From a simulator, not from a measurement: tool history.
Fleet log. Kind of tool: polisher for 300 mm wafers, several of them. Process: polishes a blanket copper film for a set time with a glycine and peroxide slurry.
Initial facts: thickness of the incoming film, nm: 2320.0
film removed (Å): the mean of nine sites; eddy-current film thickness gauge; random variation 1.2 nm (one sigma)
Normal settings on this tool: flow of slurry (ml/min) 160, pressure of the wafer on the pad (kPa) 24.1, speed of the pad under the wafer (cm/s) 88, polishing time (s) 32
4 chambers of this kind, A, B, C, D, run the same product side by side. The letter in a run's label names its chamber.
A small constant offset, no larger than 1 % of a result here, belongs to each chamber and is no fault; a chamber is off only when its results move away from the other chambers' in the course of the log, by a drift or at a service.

| run | day | flow of slurry (ml/min) | pressure of the wafer on the pad (kPa) | speed of the pad under the wafer (cm/s) | polishing time (s) | wafers polished on this pad | hours since the slurry nozzle was cleaned | hours since the head pressure was calibrated | film removed (Å) |
|---|---|---|---|---|---|---|---|---|---|
|  | 0.229 | chamber D: worn pad replaced by a new one |
| 1D | 0.646 | 160 | 24.1 | 88 | 32 | 124 | 190.7 | 526.1 | 1545.8 |
|  | 0.717 | chamber A: worn pad replaced by a new one |
| 2C | 0.988 | 160 | 24.1 | 88 | 32 | 893 | 427.8 | 192 | 1523.1 |
| 3A | 1.4 | 160 | 24.1 | 88 | 32 | 204 | 56.7 | 785.5 | 1550.9 |
| 4B | 1.908 | 160 | 24.1 | 88 | 32 | 1001 | 183.8 | 335.2 | 1529.2 |
|  | 2.108 | chamber C: worn pad replaced by a new one |
| 5C | 2.479 | 160 | 24.1 | 88 | 32 | 111 | 463.6 | 227.8 | 1552 |
|  | 2.629 | chamber B: worn pad replaced by a new one |
| 6D | 3.146 | 160 | 24.1 | 88 | 32 | 869 | 250.7 | 586.1 | 1566 |
| 7A | 3.712 | 160 | 24.1 | 112 | 32 | 893 | 112.2 | 841 | 1900.7 |
| 8B | 4.192 | 160 | 24.1 | 112 | 32 | 465 | 238.6 | 390 | 1890.6 |
|  | 4.304 | chamber B: slurry nozzle cleaned |
| 9B | 4.779 | 160 | 24.1 | 112 | 32 | 640 | 11.4 | 404.1 | 1915.8 |
|  | 4.888 | chamber D: worn pad replaced by a new one |
| 10A | 5.171 | 160 | 24.1 | 112 | 32 | 1327 | 147.2 | 876 | 1925.9 |
|  | 5.329 | chamber A: worn pad replaced by a new one |
| 11C | 5.558 | 160 | 24.1 | 88 | 32 | 1028 | 537.5 | 301.7 | 1551.8 |
| 12D | 6.083 | 180 | 24.1 | 88 | 32 | 357 | 321.2 | 656.6 | 1569.4 |
|  | 6.567 | chamber D: head pressure recalibrated |
| 13B | 6.708 | 180 | 24.1 | 88 | 32 | 1215 | 57.7 | 450.4 | 1560.5 |
|  | 6.742 | chamber B: worn pad replaced by a new one |
|  | 6.829 | chamber C: worn pad replaced by a new one |
| 14C | 7.3 | 180 | 24.1 | 88 | 32 | 140 | 579.3 | 343.5 | 1555.9 |
|  | 7.692 | chamber A: head pressure recalibrated |
| 15D | 7.733 | 180 | 24.1 | 88 | 32 | 848 | 360.8 | 28.1 | 1584.8 |
| 16A | 8.058 | 160 | 24.1 | 88 | 32 | 813 | 216.5 | 8.8 | 1401.2 |
| 17C | 8.542 | 160 | 24.1 | 88 | 32 | 510 | 609.1 | 373.3 | 1540 |
| 18A | 8.996 | 160 | 24.1 | 88 | 32 | 1092 | 239 | 31.3 | 1394 |
|  | 9.342 | chamber D: worn pad replaced by a new one |
| 19B | 9.521 | 160 | 24.1 | 88 | 32 | 828 | 125.2 | 517.9 | 1534.8 |
|  | 9.704 | chamber A: worn pad replaced by a new one |
| 20D | 10.092 | 160 | 24.1 | 88 | 32 | 224 | 417.4 | 84.7 | 1550.2 |
|  | 10.625 | chamber B: worn pad replaced by a new one |
| 21A | 10.65 | 160 | 16.5 | 88 | 38 | 282 | 278.7 | 71 | 1255 |
| 22D | 10.971 | 160 | 16.5 | 88 | 38 | 486 | 438.5 | 105.8 | 1351 |
| 23B | 11.433 | 160 | 16.5 | 88 | 38 | 241 | 171.1 | 563.8 | 1346.6 |
|  | 11.825 | chamber C: worn pad replaced by a new one |
| 24C | 11.908 | 160 | 16.5 | 88 | 38 | 25 | 689.9 | 454.1 | 1322.8 |
| 25A | 12.362 | 160 | 24.1 | 88 | 32 | 792 | 319.8 | 112.1 | 1388.1 |
|  | 12.683 | chamber B: slurry nozzle cleaned |
| 26D | 12.871 | 160 | 24.1 | 88 | 32 | 1052 | 484.1 | 151.4 | 1539.7 |
| 27B | 13.4 | 160 | 24.1 | 88 | 32 | 827 | 17.2 | 611 | 1565.2 |
|  | 13.429 | chamber C: slurry nozzle cleaned |
| 28C | 13.912 | 160 | 30.3 | 88 | 32 | 622 | 11.7 | 502.2 | 1880.5 |
|  | 13.942 | chamber A: worn pad replaced by a new one |
|  | 14.183 | chamber D: worn pad replaced by a new one |
| 29D | 14.404 | 160 | 30.3 | 88 | 32 | 65 | 520.9 | 188.2 | 1856.5 |
|  | 14.879 | chamber B: worn pad replaced by a new one |
| 30B | 14.967 | 160 | 30.3 | 88 | 32 | 26 | 54.8 | 648.6 | 1878.4 |
| 31A | 15.362 | 160 | 30.3 | 88 | 32 | 424 | 391.8 | 184.1 | 1681.5 |
|  | 15.858 | chamber D: slurry nozzle cleaned |
| 32C | 15.996 | 160 | 24.1 | 88 | 32 | 1243 | 61.7 | 552.2 | 1540.7 |
|  | 16.396 | chamber C: worn pad replaced by a new one |
| 33D | 16.483 | 160 | 24.1 | 88 | 32 | 685 | 15.1 | 238.1 | 1530.2 |
| 34B | 16.983 | 160 | 24.1 | 88 | 32 | 626 | 103.2 | 697 | 1548.2 |
| 35A | 17.367 | 160 | 24.1 | 88 | 32 | 1021 | 439.9 | 232.2 | 1396.1 |
|  | 17.708 | chamber A: worn pad replaced by a new one |
| 36C | 17.9 | 160 | 24.1 | 88 | 32 | 448 | 107.4 | 597.9 | 1556.3 |
|  | 18.217 | chamber D: worn pad replaced by a new one |
| 37B | 18.275 | 160 | 24.1 | 88 | 32 | 1011 | 134.2 | 728 | 1533.9 |
| 38D | 18.9 | 160 | 24.1 | 88 | 32 | 203 | 73.1 | 296.1 | 1539.7 |
| 39A | 19.308 | 160 | 24.1 | 88 | 32 | 477 | 486.5 | 278.8 | 1392.4 |
|  | 19.692 | chamber B: worn pad replaced by a new one |
| 40C | 19.746 | 160 | 24.1 | 88 | 32 | 998 | 151.7 | 642.2 | 1524 |
|  | 20.275 | chamber C: worn pad replaced by a new one |
| 41C | 20.388 | 160 | 24.1 | 88 | 32 | 34 | 167.1 | 657.6 | 1524.8 |
| 42A | 20.762 | 180 | 17.9 | 88 | 32 | 910 | 521.4 | 313.7 | 1120.6 |
| 43B | 21.246 | 180 | 17.9 | 88 | 32 | 463 | 205.5 | 799.3 | 1237.5 |

The same settings go to every chamber for the next run, one line per chamber below. Forecast the results for each:
| 44A | 21.729 | 160 | 24.1 | 88 | 32 |  |  |  | ? |
| 44B | 21.729 | 160 | 24.1 | 88 | 32 |  |  |  | ? |
| 44C | 21.729 | 160 | 24.1 | 88 | 32 |  |  |  | ? |
| 44D | 21.729 | 160 | 24.1 | 88 | 32 |  |  |  | ? |

| run | film removed (Å) |
|---|---|
| 44A | 1406.5 |
| 44B | 1533.9 |
| 44C | 1539 |
| 44D | 1556.9 |
